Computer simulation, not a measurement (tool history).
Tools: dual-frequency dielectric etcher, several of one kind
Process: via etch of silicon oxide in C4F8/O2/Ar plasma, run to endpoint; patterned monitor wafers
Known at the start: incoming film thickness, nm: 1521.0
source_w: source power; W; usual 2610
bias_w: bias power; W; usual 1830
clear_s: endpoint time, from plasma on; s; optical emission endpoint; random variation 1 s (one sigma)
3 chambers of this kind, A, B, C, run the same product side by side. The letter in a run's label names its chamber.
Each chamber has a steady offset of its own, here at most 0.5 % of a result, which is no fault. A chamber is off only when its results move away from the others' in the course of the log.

run,hour,source_w,bias_w,hours since the last wet clean,hours since the last source power generator calibration,hours since the last bias power generator calibration,clear_s
1C,8.5,2610,1830,180.7,3031.7,1702.1,276.64
2A,24,2610,1830,247.5,2049.8,944.6,275.72
3B,31.4,2610,1830,450.6,3439,1344.9,278.01
4B,47.2,2610,1830,466.4,3454.8,1360.7,277.39
5A,57.4,2610,1830,280.9,2083.2,978,276.46
6C,67.3,2610,2251,239.5,3090.5,1760.9,259.48
7C,75.2,2610,2251,247.4,3098.4,1768.8,261.54
8B,90.2,2610,2251,509.4,3497.8,1403.7,261.24
9A,104.9,2610,1830,328.4,2130.7,1025.5,275.95
# hour 106: chamber B: wet clean of the chamber
10C,119.7,2610,1830,291.9,3142.9,1813.3,277.96
11B,128.6,2610,1830,22.7,3536.2,1442.1,276.71
12A,136.3,2610,1830,359.8,2162.1,1056.9,275.6
13C,145.3,2610,1830,317.5,3168.5,1838.9,275.42
14A,155.4,2610,1830,378.9,2181.2,1076,274.77
15B,167.3,2610,1830,61.4,3574.9,1480.8,276.37
16A,179.7,2610,1830,403.2,2205.5,1100.3,274.95
17C,193.4,2610,1830,365.6,3216.6,1887,277.19
18B,209.6,2610,1830,103.7,3617.2,1523.1,276.24
19A,221.5,2090,1685,445,2247.3,1142.1,307.85
20C,236.2,2090,1685,408.4,3259.4,1929.8,310.76
21B,245,2090,1685,139.1,3652.6,1558.5,309.47
22A,255.6,2610,1830,479.1,2281.4,1176.2,275.24
23C,272,2610,1830,444.2,3295.2,1965.6,279.41
24B,285.1,2610,1830,179.2,3692.7,1598.6,277.81
25A,299.3,2610,1830,522.8,2325.1,1219.9,276.34
26C,306.7,2610,1830,478.9,3329.9,2000.3,279.9
27B,315.3,2610,1830,209.4,3722.9,1628.8,276.99
28C,326.5,2610,1830,498.7,3349.7,2020.1,278.57
29B,342.9,2610,1382,237,3750.5,1656.4,296.83
30A,354.6,2610,1382,578.1,2380.4,1275.2,298.7
31B,363,2610,1382,257.1,3770.6,1676.5,297.33
32C,379.6,2310,2134,551.8,3402.8,2073.2,281.44
33A,395.5,2310,2134,619,2421.3,1316.1,276.75
34B,403.4,2310,2134,297.5,3811,1716.9,278.19
# hour 410.6: chamber A: wet clean of the chamber
35A,416.6,2610,1830,6,2442.4,1337.2,275.38
36C,432.7,2610,1830,604.9,3455.9,2126.3,281.7
37B,446.2,2610,1830,340.3,3853.8,1759.7,274.91
38C,454.6,2610,1830,626.8,3477.8,2148.2,279.78
39A,467.4,2610,1830,56.8,2493.2,1388,276.59
40A,477.2,2610,1830,66.6,2503,1397.8,275.15
41C,491.5,2610,1830,663.7,3514.7,2185.1,281.08

Next, every chamber runs the same settings. What will each give?
42A,503.4,2610,1830,,,,?
42B,503.4,2610,1830,,,,?
42C,503.4,2610,1830,,,,?

run,clear_s
42A,274.25
42B,276.95
42C,282.21
